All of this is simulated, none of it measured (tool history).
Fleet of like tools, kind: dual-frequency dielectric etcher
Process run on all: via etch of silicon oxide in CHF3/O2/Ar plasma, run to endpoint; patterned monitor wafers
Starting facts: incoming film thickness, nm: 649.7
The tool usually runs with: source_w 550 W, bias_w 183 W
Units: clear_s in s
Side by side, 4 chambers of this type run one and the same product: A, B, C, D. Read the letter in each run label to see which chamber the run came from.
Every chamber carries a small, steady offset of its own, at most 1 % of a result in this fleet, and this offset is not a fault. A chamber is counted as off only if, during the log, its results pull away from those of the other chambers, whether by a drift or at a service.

{"run": "1D", "hour": 5.9, "source_w": 550, "bias_w": 183, "clear_s": 332.96}
{"run": "2B", "hour": 16.1, "source_w": 550, "bias_w": 183, "clear_s": 333.59}
{"run": "3A", "hour": 21.9, "source_w": 550, "bias_w": 183, "clear_s": 338.75}
{"run": "4C", "hour": 33.6, "source_w": 550, "bias_w": 183, "clear_s": 341.79}
{"run": "5D", "hour": 43.7, "source_w": 460, "bias_w": 183, "clear_s": 361.16}
{"run": "6C", "hour": 52.2, "source_w": 460, "bias_w": 183, "clear_s": 362.03}
{"run": "7B", "hour": 64.2, "source_w": 460, "bias_w": 183, "clear_s": 360.66}
{"run": "8A", "hour": 70.2, "source_w": 460, "bias_w": 183, "clear_s": 361.96}
{"run": "9A", "hour": 78.9, "source_w": 550, "bias_w": 183, "clear_s": 335.62}
{"run": "10D", "hour": 87.6, "source_w": 550, "bias_w": 183, "clear_s": 332.57}
{"hour": 90.1, "done": "chamber D: wet clean of the chamber"}
{"run": "11C", "hour": 100.6, "source_w": 550, "bias_w": 183, "clear_s": 339.91}
{"hour": 101.9, "done": "chamber B: wet clean of the chamber"}
{"run": "12B", "hour": 106.6, "source_w": 550, "bias_w": 183, "clear_s": 319.1}
{"hour": 117.0, "done": "chamber C: wet clean of the chamber"}
{"run": "13C", "hour": 119.6, "source_w": 550, "bias_w": 183, "clear_s": 339.04}
{"run": "14D", "hour": 131.0, "source_w": 550, "bias_w": 183, "clear_s": 334.41}
{"run": "15B", "hour": 138.6, "source_w": 440, "bias_w": 200, "clear_s": 337.35}
{"run": "16A", "hour": 149.8, "source_w": 440, "bias_w": 200, "clear_s": 357.38}
{"run": "17D", "hour": 157.0, "source_w": 440, "bias_w": 200, "clear_s": 354.67}
{"run": "18A", "hour": 170.0, "source_w": 440, "bias_w": 200, "clear_s": 356.98}
{"hour": 175.3, "done": "chamber A: wet clean of the chamber"}
{"hour": 177.1, "done": "chamber B: bias power generator calibrated"}
{"run": "19B", "hour": 182.1, "source_w": 550, "bias_w": 183, "clear_s": 317.09}
{"run": "20C", "hour": 194.5, "source_w": 550, "bias_w": 183, "clear_s": 335.98}
{"run": "21B", "hour": 201.6, "source_w": 550, "bias_w": 183, "clear_s": 318.05}
{"run": "22C", "hour": 212.3, "source_w": 550, "bias_w": 183, "clear_s": 337.82}
{"run": "23D", "hour": 224.1, "source_w": 550, "bias_w": 183, "clear_s": 330.55}
{"run": "24A", "hour": 230.1, "source_w": 450, "bias_w": 146, "clear_s": 394.16}
{"run": "25B", "hour": 236.7, "source_w": 450, "bias_w": 146, "clear_s": 370.72}
{"run": "26C", "hour": 246.6, "source_w": 450, "bias_w": 146, "clear_s": 395.02}
{"run": "27A", "hour": 253.0, "source_w": 450, "bias_w": 146, "clear_s": 394.94}
{"run": "28D", "hour": 261.6, "source_w": 550, "bias_w": 183, "clear_s": 334.44}
{"run": "29B", "hour": 271.4, "source_w": 550, "bias_w": 183, "clear_s": 319.79}
{"run": "30A", "hour": 281.4, "source_w": 440, "bias_w": 213, "clear_s": 350.5}
{"run": "31C", "hour": 289.0, "source_w": 440, "bias_w": 213, "clear_s": 348.65}
{"run": "32D", "hour": 297.0, "source_w": 440, "bias_w": 213, "clear_s": 344.62}
{"run": "33D", "hour": 306.2, "source_w": 440, "bias_w": 213, "clear_s": 344.59}
{"run": "34B", "hour": 313.2, "source_w": 550, "bias_w": 183, "clear_s": 317.73}
{"run": "35A", "hour": 321.5, "source_w": 550, "bias_w": 183, "clear_s": 339.86}
{"run": "36C", "hour": 330.9, "source_w": 550, "bias_w": 183, "clear_s": 339.51}

Is one chamber off against the others, does the gauge drift, or is nothing wrong? If a chamber is off, say which, and what the likeliest cause is.

Chamber B came out of a service off from its peers and stayed that way.
Likeliest cause: etch rate over this chamber's usual, % = 5.26.

Here are 4 candidates for chamber B's next run, each the usual settings with a change, their results left as question marks. Which one brings its results back in line with what the others give on the usual settings?
A result is in line if it is within this distance of the other chambers' mean on the usual settings: clear_s 5.9 s
{"run": "37B-1", "hour": 340.2, "source_w": 420, "bias_w": 183, "clear_s": "?"}
{"run": "37B-2", "hour": 340.2, "source_w": 600, "bias_w": 197, "clear_s": "?"}
{"run": "37B-3", "hour": 340.2, "source_w": 550, "bias_w": 151, "clear_s": "?"}
{"run": "37B-4", "hour": 340.2, "source_w": 640, "bias_w": 209, "clear_s": "?"}

What the other chambers average on the usual settings: clear_s 337.5 s
run=37B-1 clear_s=352.65
run=37B-2 clear_s=300.99
run=37B-3 clear_s=339.76
run=37B-4 clear_s=287.93
Change 37B-3 lands the chamber within the allowed miss of the other chambers.

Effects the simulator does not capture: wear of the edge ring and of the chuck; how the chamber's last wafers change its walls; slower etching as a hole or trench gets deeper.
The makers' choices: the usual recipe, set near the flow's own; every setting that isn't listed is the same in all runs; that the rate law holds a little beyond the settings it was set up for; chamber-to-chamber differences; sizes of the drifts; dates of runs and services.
